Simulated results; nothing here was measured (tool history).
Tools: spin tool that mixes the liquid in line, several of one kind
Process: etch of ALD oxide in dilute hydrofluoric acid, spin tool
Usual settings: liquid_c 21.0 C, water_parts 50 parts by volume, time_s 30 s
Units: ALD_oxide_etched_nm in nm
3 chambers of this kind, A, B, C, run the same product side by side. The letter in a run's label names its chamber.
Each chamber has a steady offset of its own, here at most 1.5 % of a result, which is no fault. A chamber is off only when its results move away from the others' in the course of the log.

| run | day | liquid_c | water_parts | time_s | hours since the thermometer was replaced | hours since the hydrofluoric acid flow meter was replaced | read-back film thickness of the ALD oxide reference wafer, read on the same gauge (nm) | ALD_oxide_etched_nm |
|---|---|---|---|---|---|---|---|---|
| 1A | 0.262 | 21.0 | 50 | 30 | 1513.1 | 1091.3 | 70.019 | 18.499 |
| 2B | 0.517 | 21.0 | 50 | 30 | 254.5 | 908.0 | 69.984 | 18.487 |
| 3C | 0.746 | 21.0 | 50 | 30 | 430.1 | 139.0 | 70.017 | 18.422 |
| 4B | 0.875 | 21.0 | 50 | 30 | 263.1 | 916.6 | 70.001 | 18.267 |
| 5C | 1.092 | 21.0 | 50 | 30 | 438.4 | 147.3 | 70.029 | 18.472 |
| 6A | 1.362 | 21.0 | 50 | 30 | 1539.5 | 1117.7 | 69.970 | 18.599 |
| 7C | 1.483 | 21.0 | 50 | 30 | 447.8 | 156.7 | 70.025 | 18.437 |
| 8A | 1.708 | 21.0 | 50 | 30 | 1547.8 | 1126.0 | 69.992 | 18.359 |
| 9B | 1.892 | 21.0 | 50 | 30 | 287.5 | 941.0 | 69.996 | 18.447 |
| 10C | 2.112 | 21.0 | 50 | 40 | 462.9 | 171.8 | 69.985 | 24.719 |
| 11B | 2.275 | 21.0 | 50 | 40 | 296.7 | 950.2 | 69.980 | 24.785 |
| 12A | 2.438 | 21.0 | 50 | 40 | 1565.3 | 1143.5 | 69.992 | 24.506 |
| 13B | 2.650 | 21.0 | 50 | 30 | 305.7 | 959.2 | 69.993 | 18.258 |
| 14A | 2.788 | 21.0 | 50 | 30 | 1573.7 | 1151.9 | 69.999 | 18.136 |
| 15C | 2.983 | 21.0 | 50 | 30 | 483.8 | 192.7 | 70.030 | 18.856 |
| 16C | 3.171 | 21.0 | 50 | 30 | 488.3 | 197.2 | 70.012 | 19.363 |
| 17B | 3.292 | 21.0 | 50 | 30 | 321.1 | 974.6 | 70.001 | 18.263 |
| 18A | 3.542 | 21.0 | 50 | 30 | 1591.8 | 1170.0 | 70.004 | 18.420 |
| 19C | 3.817 | 17.0 | 50 | 20 | 503.8 | 212.7 | 70.010 | 11.070 |
| 20B | 3.958 | 17.0 | 50 | 20 | 337.1 | 990.6 | 69.986 | 10.444 |
| 21A | 4.117 | 17.0 | 50 | 20 | 1605.6 | 1183.8 | 69.983 | 10.338 |
| 22C | 4.271 | 21.0 | 30 | 15 | 514.7 | 223.6 | 70.013 | 16.741 |
| 23B | 4.496 | 21.0 | 30 | 15 | 350.0 | 1003.5 | 70.019 | 15.910 |
| 24A | 4.642 | 21.0 | 30 | 15 | 1618.2 | 1196.4 | 69.978 | 15.507 |
| 25B | 4.821 | 21.0 | 50 | 30 | 357.8 | 1011.3 | 69.997 | 18.373 |
| 26C | 5.008 | 21.0 | 50 | 30 | 532.4 | 241.3 | 70.022 | 20.045 |
| 27A | 5.162 | 18.5 | 50 | 45 | 1630.7 | 1208.9 | 70.026 | 24.748 |
| 28A | 5.429 | 18.5 | 50 | 45 | 1637.1 | 1215.3 | 69.986 | 24.517 |

Is one chamber off against the others, does the gauge drift, or is nothing wrong? If a chamber is off, say which, and what the likeliest cause is.

Chamber C drifts away from the others.
Cause: liquid hotter than its thermometer reads (K) = 2.18.
The log may not tell that from: hydrofluoric acid flow above the setpoint (%).

Here are 4 candidates for chamber C's next run, each the usual settings with a change, their results left as question marks. Which one brings its results back in line with what the others give on the usual settings?
In line means no further than this from the other chambers' mean on the usual settings: ALD_oxide_etched_nm 0.620 nm
| 29C-1 | 5.629 | 21.5 | 50 | 30 |  |  |  | ? |
| 29C-2 | 5.629 | 19.0 | 50 | 30 |  |  |  | ? |
| 29C-3 | 5.629 | 23.0 | 50 | 30 |  |  |  | ? |
| 29C-4 | 5.629 | 20.5 | 50 | 30 |  |  |  | ? |

The other chambers' mean on the usual settings: ALD_oxide_etched_nm 18.339 nm
| run | ALD_oxide_etched_nm |
|---|---|
| 29C-1 | 20.510 |
| 29C-2 | 18.473 |
| 29C-3 | 21.820 |
| 29C-4 | 19.670 |
29C-2 brings the chamber back in line.
